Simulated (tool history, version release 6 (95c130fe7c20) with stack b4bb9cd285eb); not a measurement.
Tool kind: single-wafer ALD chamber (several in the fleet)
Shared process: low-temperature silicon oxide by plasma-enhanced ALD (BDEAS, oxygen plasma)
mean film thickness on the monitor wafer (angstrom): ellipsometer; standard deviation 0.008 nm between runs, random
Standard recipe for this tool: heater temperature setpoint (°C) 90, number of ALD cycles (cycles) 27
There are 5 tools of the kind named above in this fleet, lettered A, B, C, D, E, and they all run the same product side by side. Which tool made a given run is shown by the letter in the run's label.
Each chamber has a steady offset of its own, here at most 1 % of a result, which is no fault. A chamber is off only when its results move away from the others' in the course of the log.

| run | hour | heater temperature setpoint (°C) | number of ALD cycles (cycles) | read-back reference wafer on the same gauge, thickness_nm | mean film thickness on the monitor wafer (angstrom) |
|---|---|---|---|---|---|
| 1A | 2.6 | 90 | 27 | 3.5201 | 39.863 |
| 2C | 5.9 | 90 | 27 | 3.5191 | 39.913 |
| 3E | 10.5 | 90 | 27 | 3.5188 | 39.604 |
| 4B | 13.7 | 90 | 27 | 3.5222 | 39.9 |
| 5D | 18 | 97 | 24 | 3.5211 | 34.679 |
| 6C | 20.9 | 97 | 24 | 3.5188 | 34.646 |
| 7D | 25.9 | 97 | 24 | 3.5188 | 34.644 |
| 8E | 31.1 | 97 | 24 | 3.5202 | 34.278 |
| 9A | 34.3 | 97 | 24 | 3.5196 | 34.5 |
| 10B | 39.1 | 90 | 27 | 3.519 | 40 |
| 11B | 41.9 | 90 | 27 | 3.5176 | 39.991 |
| 12E | 45.2 | 90 | 27 | 3.5207 | 39.687 |
| 13D | 47.9 | 90 | 27 | 3.5197 | 40.123 |
| 14C | 53.3 | 90 | 27 | 3.5192 | 39.834 |
| 15A | 56 | 90 | 27 | 3.5179 | 39.81 |
| 16E | 60.4 | 90 | 27 | 3.5193 | 39.744 |
| 17D | 63.8 | 90 | 27 | 3.519 | 40.039 |
| 18B | 67.6 | 90 | 27 | 3.5193 | 40.164 |
| 19A | 71.3 | 90 | 27 | 3.5207 | 39.854 |
| 20C | 75.6 | 90 | 27 | 3.5204 | 39.963 |
| 21A | 80.4 | 90 | 27 | 3.5193 | 39.88 |
| 22D | 84.5 | 90 | 27 | 3.5192 | 40.119 |
| 23E | 88.5 | 90 | 27 | 3.521 | 39.62 |
| 24C | 93.3 | 90 | 27 | 3.5197 | 40.001 |
| 25B | 98.9 | 90 | 27 | 3.5207 | 39.903 |
| 26D | 104 | 90 | 23 | 3.5198 | 34.151 |
| 27A | 109.5 | 90 | 23 | 3.5191 | 34.007 |
| 28E | 114.8 | 90 | 23 | 3.5207 | 33.729 |
| 29B | 119.4 | 90 | 23 | 3.5207 | 34.078 |
| 30C | 122.2 | 90 | 23 | 3.5203 | 33.914 |
| 31B | 126 | 90 | 27 | 3.5214 | 40.023 |
| 32E | 129.9 | 90 | 27 | 3.5199 | 39.698 |
| 33C | 135.2 | 90 | 27 | 3.5221 | 39.841 |
| 34A | 138.4 | 96 | 22 | 3.5209 | 31.801 |
| 35D | 142.9 | 96 | 22 | 3.5202 | 31.899 |
| 36A | 146 | 96 | 22 | 3.5193 | 31.733 |
| 37D | 150.4 | 96 | 22 | 3.5217 | 31.802 |
| 38C | 155.8 | 96 | 22 | 3.5185 | 31.776 |
| 39B | 159.3 | 90 | 27 | 3.521 | 39.918 |
| 40E | 163.3 | 90 | 27 | 3.5192 | 39.69 |
| 41B | 167.9 | 90 | 27 | 3.5201 | 39.955 |
| 42D | 173.5 | 90 | 27 | 3.5211 | 39.946 |

Next, every chamber runs the same settings. What will each give?
| 43A | 177.6 | 101 | 27 |  | ? |
| 43B | 177.6 | 101 | 27 |  | ? |
| 43C | 177.6 | 101 | 27 |  | ? |
| 43D | 177.6 | 101 | 27 |  | ? |
| 43E | 177.6 | 101 | 27 |  | ? |

| run | mean film thickness on the monitor wafer (angstrom) |
|---|---|
| 43A | 38.35 |
| 43B | 38.594 |
| 43C | 38.474 |
| 43D | 38.436 |
| 43E | 38.169 |
